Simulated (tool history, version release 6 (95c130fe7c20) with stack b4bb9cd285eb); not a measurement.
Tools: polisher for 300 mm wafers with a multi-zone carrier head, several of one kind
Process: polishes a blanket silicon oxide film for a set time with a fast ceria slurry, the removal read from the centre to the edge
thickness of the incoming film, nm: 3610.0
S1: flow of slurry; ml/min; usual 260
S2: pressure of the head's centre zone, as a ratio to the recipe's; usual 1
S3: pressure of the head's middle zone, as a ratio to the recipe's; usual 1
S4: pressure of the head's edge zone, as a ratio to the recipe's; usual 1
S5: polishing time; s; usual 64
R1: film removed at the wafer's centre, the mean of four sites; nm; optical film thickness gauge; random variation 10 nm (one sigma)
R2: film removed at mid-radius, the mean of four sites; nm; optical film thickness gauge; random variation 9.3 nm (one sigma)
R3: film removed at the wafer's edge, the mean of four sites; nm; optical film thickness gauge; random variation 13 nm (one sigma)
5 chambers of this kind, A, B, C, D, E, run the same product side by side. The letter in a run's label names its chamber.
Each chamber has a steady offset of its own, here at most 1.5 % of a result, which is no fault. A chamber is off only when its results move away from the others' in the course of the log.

run	hour	S1	S2	S3	S4	S5	R1	R2	R3
1C	4.3	260	1	1	1	64	948.9	957.26	935.82
2D	6.4	260	1	1	1	64	975.05	943.62	929.17
3A	9.3	260	1	1	1	64	944.58	966.29	949.52
4E	11.8	260	1	1	1	64	932.98	952.11	950.7
5B	15.8	260	1	1	1	64	961.43	940.6	968.92
6C	17.8	260	0.93	1	1.06	64	872.86	947.16	984.83
7E	21.9	260	0.93	1	1.06	64	878.72	955.89	1002.6
# hour 25: chamber C: worn pad replaced by a new one
8B	26.3	260	0.93	1	1.06	64	874.56	953.38	993.73
9A	30.7	260	0.93	1	1.06	64	885.38	947.35	968.36
10D	32.9	260	0.93	1	1.06	64	886.29	952.35	980.07
11D	36.8	260	1	1	1	64	957.96	937.69	941.02
12A	41	260	1	1	1	64	932.13	942.63	978.04
13B	44.8	260	1	1	1	64	967.68	948.46	940.67
# hour 47.3: chamber A: worn pad replaced by a new one
14E	49	260	1	1	1	64	936.09	950.52	959.17
15C	52.2	260	1	1	1	64	957.14	965.52	934.57
# hour 53.8: chamber A: edge zone pressure recalibrated
16D	54.7	260	1	1	1	64	960.47	961.05	942.63
17C	57.7	260	1	1	1	64	948.26	949.86	942.31
# hour 59.4: chamber D: worn pad replaced by a new one
18A	60	260	1	1	1	64	935.59	950.84	932.44
19B	64.1	260	1	1	1	64	952.95	936.09	957.25
# hour 65.6: chamber B: worn pad replaced by a new one
20E	67.5	260	1	0.93	1	54	806.98	754.21	811.8
21C	71.6	260	1	0.93	1	54	789.29	739.25	817.09
22B	76.1	260	1	0.93	1	54	805.29	743.73	810.12
# hour 78.1: chamber D: centre zone pressure recalibrated
23A	79.4	260	1	0.93	1	54	809.89	760.82	812.93
# hour 81.1: chamber C: slurry nozzle cleaned
# hour 81.7: chamber B: centre zone pressure recalibrated
24E	83.1	260	1	0.93	1	54	808.36	755.36	812.77
25D	86.4	260	1	1	1	64	963.68	951.91	941.36
# hour 89.5: chamber E: worn pad replaced by a new one
26B	90.3	260	1	1	1	64	944.28	954.97	974.89
# hour 91.8: chamber A: slurry nozzle cleaned
27C	95	260	1	1	1	64	957.49	950.69	947.3
# hour 95.2: chamber D: slurry nozzle cleaned
28A	97.4	260	1	1	1	64	959.37	936.95	966.37
# hour 99.7: chamber B: slurry nozzle cleaned
29E	101.3	260	1	1.07	1	53	791.62	835.73	794.79
# hour 101.5: chamber A: centre zone pressure recalibrated
# hour 102.4: chamber E: edge zone pressure recalibrated
30D	104.5	260	1	1.07	1	53	786.72	839.13	787.23
31C	108.4	260	1	1.07	1	53	799.04	838.68	798.98
32B	111.8	260	1	1.07	1	53	799.11	824.38	809.54
33A	113.9	260	1	1.07	1	53	792.06	850.63	785.5
34D	118.5	260	1	1	1	64	952.83	963.04	938.36
35E	121.7	260	1	1	1	64	951.33	949.2	974.34
36D	125.1	260	1	1	1	64	957.81	955.65	958.44
37E	127.4	260	1	1	1	64	950.5	947.52	937.66
38C	129.9	260	1	1	1	64	942.58	955.67	954.25
# hour 131.6: chamber D: worn pad replaced by a new one
39B	132.3	260	1	1	1	64	952.5	950.34	949.64
40A	134.9	260	0.91	1	1.05	64	860.93	949.12	977.09
41A	139.2	260	0.91	1	1.05	64	864.08	945.53	972.61
42C	141.8	260	0.91	1	1.05	64	853.38	953.94	981.56
43E	143.9	260	0.91	1	1.05	64	848.59	951.47	973.61
44D	147.2	260	0.91	1	1.05	64	888.7	955.23	970.02

All 5 chambers run these settings next. Forecast each chamber's results:
45A	150.5	260	1	1	1	64	?	?	?
45B	150.5	260	1	1	1	64	?	?	?
45C	150.5	260	1	1	1	64	?	?	?
45D	150.5	260	1	1	1	64	?	?	?
45E	150.5	260	1	1	1	64	?	?	?

run	R1	R2	R3
45A	944.88	949.11	945.78
45B	947.43	961.52	962.05
45C	940.26	941.16	954.09
45D	964.7	965.44	954.7
45E	969.18	963.32	941.11
